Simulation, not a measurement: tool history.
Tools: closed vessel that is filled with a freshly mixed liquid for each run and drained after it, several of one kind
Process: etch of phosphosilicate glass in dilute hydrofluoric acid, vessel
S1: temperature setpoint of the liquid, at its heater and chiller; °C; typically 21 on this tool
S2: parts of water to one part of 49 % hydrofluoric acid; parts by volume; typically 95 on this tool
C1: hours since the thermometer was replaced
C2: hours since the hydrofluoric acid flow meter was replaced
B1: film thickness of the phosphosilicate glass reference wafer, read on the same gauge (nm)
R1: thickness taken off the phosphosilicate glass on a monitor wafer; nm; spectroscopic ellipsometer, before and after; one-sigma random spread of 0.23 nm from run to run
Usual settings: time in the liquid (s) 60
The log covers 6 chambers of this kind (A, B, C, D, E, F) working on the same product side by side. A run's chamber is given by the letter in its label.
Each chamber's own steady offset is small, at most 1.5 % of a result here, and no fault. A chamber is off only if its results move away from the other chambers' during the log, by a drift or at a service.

{"run": "1B", "hour": 6.8, "S1": 21, "S2": 95, "time in the liquid (s)": 60, "C1": 127.5, "C2": 768.6, "B1": 39.973, "R1": 66.716}
{"run": "2C", "hour": 13.4, "S1": 21, "S2": 95, "time in the liquid (s)": 60, "C1": 210.1, "C2": 909.7, "B1": 39.995, "R1": 67.422}
{"run": "3F", "hour": 20.1, "S1": 21, "S2": 95, "time in the liquid (s)": 60, "C1": 1818.8, "C2": 439.3, "B1": 39.98, "R1": 66.423}
{"run": "4E", "hour": 26.9, "S1": 21, "S2": 95, "time in the liquid (s)": 60, "C1": 1099.4, "C2": 116.5, "B1": 40.013, "R1": 66.741}
{"run": "5A", "hour": 35.6, "S1": 21, "S2": 95, "time in the liquid (s)": 60, "C1": 1040.8, "C2": 182.8, "B1": 39.994, "R1": 67.24}
{"run": "6D", "hour": 42.9, "S1": 21, "S2": 95, "time in the liquid (s)": 60, "C1": 857.7, "C2": 1497.7, "B1": 39.999, "R1": 66.536}
{"run": "7F", "hour": 49.7, "S1": 21, "S2": 95, "time in the liquid (s)": 60, "C1": 1848.4, "C2": 468.9, "B1": 39.988, "R1": 66.35}
{"run": "8A", "hour": 58.0, "S1": 21, "S2": 95, "time in the liquid (s)": 60, "C1": 1063.2, "C2": 205.2, "B1": 40.004, "R1": 67.192}
{"run": "9D", "hour": 63.9, "S1": 21, "S2": 95, "time in the liquid (s)": 60, "C1": 878.7, "C2": 1518.7, "B1": 39.99, "R1": 66.177}
{"run": "10B", "hour": 71.0, "S1": 21, "S2": 95, "time in the liquid (s)": 60, "C1": 191.7, "C2": 832.8, "B1": 39.977, "R1": 66.174}
{"run": "11E", "hour": 76.2, "S1": 21, "S2": 95, "time in the liquid (s)": 60, "C1": 1148.7, "C2": 165.8, "B1": 39.993, "R1": 67.142}
{"run": "12C", "hour": 83.4, "S1": 21, "S2": 95, "time in the liquid (s)": 60, "C1": 280.1, "C2": 979.7, "B1": 40.029, "R1": 66.749}
{"run": "13E", "hour": 88.5, "S1": 21, "S2": 95, "time in the liquid (s)": 45, "C1": 1161.0, "C2": 178.1, "B1": 39.987, "R1": 50.097}
{"hour": 92.5, "done": "chamber F: thermometer replaced"}
{"run": "14B", "hour": 96.3, "S1": 21, "S2": 95, "time in the liquid (s)": 45, "C1": 217.0, "C2": 858.1, "B1": 40.029, "R1": 50.014}
{"run": "15A", "hour": 105.8, "S1": 21, "S2": 95, "time in the liquid (s)": 45, "C1": 1111.0, "C2": 253.0, "B1": 40.023, "R1": 50.429}
{"hour": 106.0, "done": "chamber E: thermometer replaced"}
{"run": "16D", "hour": 113.1, "S1": 21, "S2": 95, "time in the liquid (s)": 45, "C1": 927.9, "C2": 1567.9, "B1": 40.006, "R1": 49.739}
{"run": "17F", "hour": 121.8, "S1": 21, "S2": 95, "time in the liquid (s)": 45, "C1": 29.4, "C2": 541.0, "B1": 39.998, "R1": 49.463}
{"run": "18C", "hour": 129.3, "S1": 21, "S2": 95, "time in the liquid (s)": 45, "C1": 326.0, "C2": 1025.6, "B1": 40.028, "R1": 50.371}
{"run": "19B", "hour": 135.4, "S1": 21, "S2": 95, "time in the liquid (s)": 60, "C1": 256.1, "C2": 897.2, "B1": 39.997, "R1": 66.504}
{"run": "20D", "hour": 142.5, "S1": 21, "S2": 110, "time in the liquid (s)": 60, "C1": 957.3, "C2": 1597.3, "B1": 40.019, "R1": 56.663}
{"run": "21C", "hour": 147.0, "S1": 21, "S2": 110, "time in the liquid (s)": 60, "C1": 343.7, "C2": 1043.3, "B1": 40.017, "R1": 56.749}
{"run": "22F", "hour": 156.1, "S1": 21, "S2": 110, "time in the liquid (s)": 60, "C1": 63.7, "C2": 575.3, "B1": 39.991, "R1": 56.132}
{"run": "23A", "hour": 163.2, "S1": 21, "S2": 110, "time in the liquid (s)": 60, "C1": 1168.4, "C2": 310.4, "B1": 40.018, "R1": 57.183}
{"run": "24E", "hour": 170.1, "S1": 21, "S2": 110, "time in the liquid (s)": 60, "C1": 64.1, "C2": 259.7, "B1": 40.002, "R1": 56.691}
{"run": "25E", "hour": 175.5, "S1": 21, "S2": 110, "time in the liquid (s)": 60, "C1": 69.5, "C2": 265.1, "B1": 39.994, "R1": 56.76}
{"run": "26A", "hour": 184.3, "S1": 21, "S2": 95, "time in the liquid (s)": 60, "C1": 1189.5, "C2": 331.5, "B1": 40.032, "R1": 67.316}
{"run": "27F", "hour": 190.2, "S1": 21, "S2": 95, "time in the liquid (s)": 60, "C1": 97.8, "C2": 609.4, "B1": 40.016, "R1": 66.493}
{"run": "28B", "hour": 199.4, "S1": 21, "S2": 95, "time in the liquid (s)": 60, "C1": 320.1, "C2": 961.2, "B1": 40.001, "R1": 66.889}
{"run": "29C", "hour": 206.0, "S1": 21, "S2": 95, "time in the liquid (s)": 60, "C1": 402.7, "C2": 1102.3, "B1": 40.009, "R1": 67.101}
{"run": "30D", "hour": 211.9, "S1": 21, "S2": 95, "time in the liquid (s)": 60, "C1": 1026.7, "C2": 1666.7, "B1": 39.989, "R1": 66.346}
{"run": "31B", "hour": 216.8, "S1": 21, "S2": 95, "time in the liquid (s)": 60, "C1": 337.5, "C2": 978.6, "B1": 39.996, "R1": 66.626}
{"run": "32C", "hour": 222.4, "S1": 21, "S2": 95, "time in the liquid (s)": 60, "C1": 419.1, "C2": 1118.7, "B1": 39.989, "R1": 67.466}
{"run": "33D", "hour": 227.0, "S1": 21, "S2": 95, "time in the liquid (s)": 60, "C1": 1041.8, "C2": 1681.8, "B1": 40.002, "R1": 66.286}
{"run": "34F", "hour": 232.6, "S1": 21, "S2": 95, "time in the liquid (s)": 60, "C1": 140.2, "C2": 651.8, "B1": 40.039, "R1": 66.254}
{"run": "35A", "hour": 238.1, "S1": 21, "S2": 95, "time in the liquid (s)": 60, "C1": 1243.3, "C2": 385.3, "B1": 39.971, "R1": 67.133}
{"run": "36E", "hour": 242.5, "S1": 21, "S2": 95, "time in the liquid (s)": 60, "C1": 136.5, "C2": 332.1, "B1": 39.99, "R1": 67.664}
{"run": "37E", "hour": 247.5, "S1": 21, "S2": 95, "time in the liquid (s)": 60, "C1": 141.5, "C2": 337.1, "B1": 40.017, "R1": 66.979}

Is one chamber out of step, is the gauge drifting, or do the chambers differ by no more than their own small offsets? For an off chamber, give its letter and the likeliest cause.

Nothing is wrong: each chamber keeps only its own small, steady offset and the gauge holds still.
